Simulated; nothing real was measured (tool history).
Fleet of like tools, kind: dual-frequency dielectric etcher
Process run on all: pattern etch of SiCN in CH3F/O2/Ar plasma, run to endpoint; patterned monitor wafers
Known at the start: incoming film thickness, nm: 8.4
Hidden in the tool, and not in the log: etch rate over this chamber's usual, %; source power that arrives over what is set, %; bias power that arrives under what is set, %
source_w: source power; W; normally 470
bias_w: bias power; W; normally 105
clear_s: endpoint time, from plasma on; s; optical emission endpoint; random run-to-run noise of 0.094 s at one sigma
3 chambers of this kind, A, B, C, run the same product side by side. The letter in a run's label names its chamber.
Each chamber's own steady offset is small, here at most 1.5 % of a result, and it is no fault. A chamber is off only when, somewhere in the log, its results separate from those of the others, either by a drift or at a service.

run   hour  source_w  bias_w  hours since the last wet clean  hours since the last source power generator calibration  hours since the last bias power generator calibration  clear_s
 1C    6.7       470     105                           451.1                                                   1175.3                                                 3450.3   18.344
 2A   15.8       470     105                            56.2                                                   3372.2                                                 3967.5   18.647
 3B     25       470     105                           339.9                                                   1146.2                                                  352.3   18.669
 4A   31.1       470     105                            71.5                                                   3387.5                                                 3982.8   18.656
 5B   39.6       470     105                           354.5                                                   1160.8                                                  366.9   18.442
 6C   46.2       470     105                           490.6                                                   1214.8                                                 3489.8   18.356
 7A     51       470     105                            91.4                                                   3407.4                                                 4002.7   18.609
 8B   56.5       470     105                           371.4                                                   1177.7                                                  383.8   18.703
 9C   66.6       470     105                             511                                                   1235.2                                                 3510.2   18.351
      72.4  -- chamber A: bias power generator calibrated
10B   74.7       470     105                           389.6                                                   1195.9                                                    402   18.684
11A   84.1       470     105                           124.5                                                   3440.5                                                   11.7   18.432
12C   94.6       470     105                             539                                                   1263.2                                                 3538.2   18.236
13A  100.5       470     105                           140.9                                                   3456.9                                                   28.1   18.581
14C  108.7       470     105                           553.1                                                   1277.3                                                 3552.3   18.351
     111.2  -- chamber B: wet clean of the chamber
15B  118.2       470     105                               7                                                   1239.4                                                  445.5   18.735
     119.2  -- chamber C: wet clean of the chamber
16B  127.9       470     105                            16.7                                                   1249.1                                                  455.2   18.644
17C  134.3       470     105                            15.1                                                   1302.9                                                 3577.9   17.508
18A  144.6       360     105                             185                                                     3501                                                   72.2   20.417
19A  155.1       360     105                           195.5                                                   3511.5                                                   82.7   20.478
20B  160.6       360     105                            49.4                                                   1281.8                                                  487.9   20.514
21C    170       470     105                            50.8                                                   1338.6                                                 3613.6   17.506
22B  174.9       470     105                            63.7                                                   1296.1                                                  502.2   18.771
23A  185.1       470     105                           225.5                                                   3541.5                                                  112.7   18.621
24C  194.7       470     105                            75.5                                                   1363.3                                                 3638.3   17.531
25B  201.5       470     105                            90.3                                                   1322.7                                                  528.8    18.57
26C  209.1       470     105                            89.9                                                   1377.7                                                 3652.7   17.544
27A  217.2       470     105                           257.6                                                   3573.6                                                  144.8   18.738
28A  222.8       470     105                           263.2                                                   3579.2                                                  150.4   18.639
29C    229       470     105                           109.8                                                   1397.6                                                 3672.6    17.61

Decide between three cases: one chamber stands off from its peers, the gauge reading all wafers drifts, or nothing is wrong past each chamber's small offset. Where a chamber is off, say which and what most likely put it there.

A service on chamber C put it out of line with the rest.
Most likely cause: etch rate over this chamber's usual, % = 4.97.

Chamber C could run next with any of the 4 candidate recipes listed below; each alters the usual settings, and their results appear as question marks. Which one brings its results back in line with what the other chambers deliver on the usual settings?
In line here means within this much of the mean the other chambers give on the usual settings: clear_s 0.33 s
30C-1  236.8       510     114                                                                                                                                                        ?
30C-2  236.8       510     105                                                                                                                                                        ?
30C-3  236.8       390     105                                                                                                                                                        ?
30C-4  236.8       450     101                                                                                                                                                        ?

The mean the other chambers reach with the usual settings: clear_s 18.6 s
  run  clear_s
30C-1   16.465
30C-2   16.976
30C-3    18.73
30C-4   18.032
30C-3 brings the chamber back in line.

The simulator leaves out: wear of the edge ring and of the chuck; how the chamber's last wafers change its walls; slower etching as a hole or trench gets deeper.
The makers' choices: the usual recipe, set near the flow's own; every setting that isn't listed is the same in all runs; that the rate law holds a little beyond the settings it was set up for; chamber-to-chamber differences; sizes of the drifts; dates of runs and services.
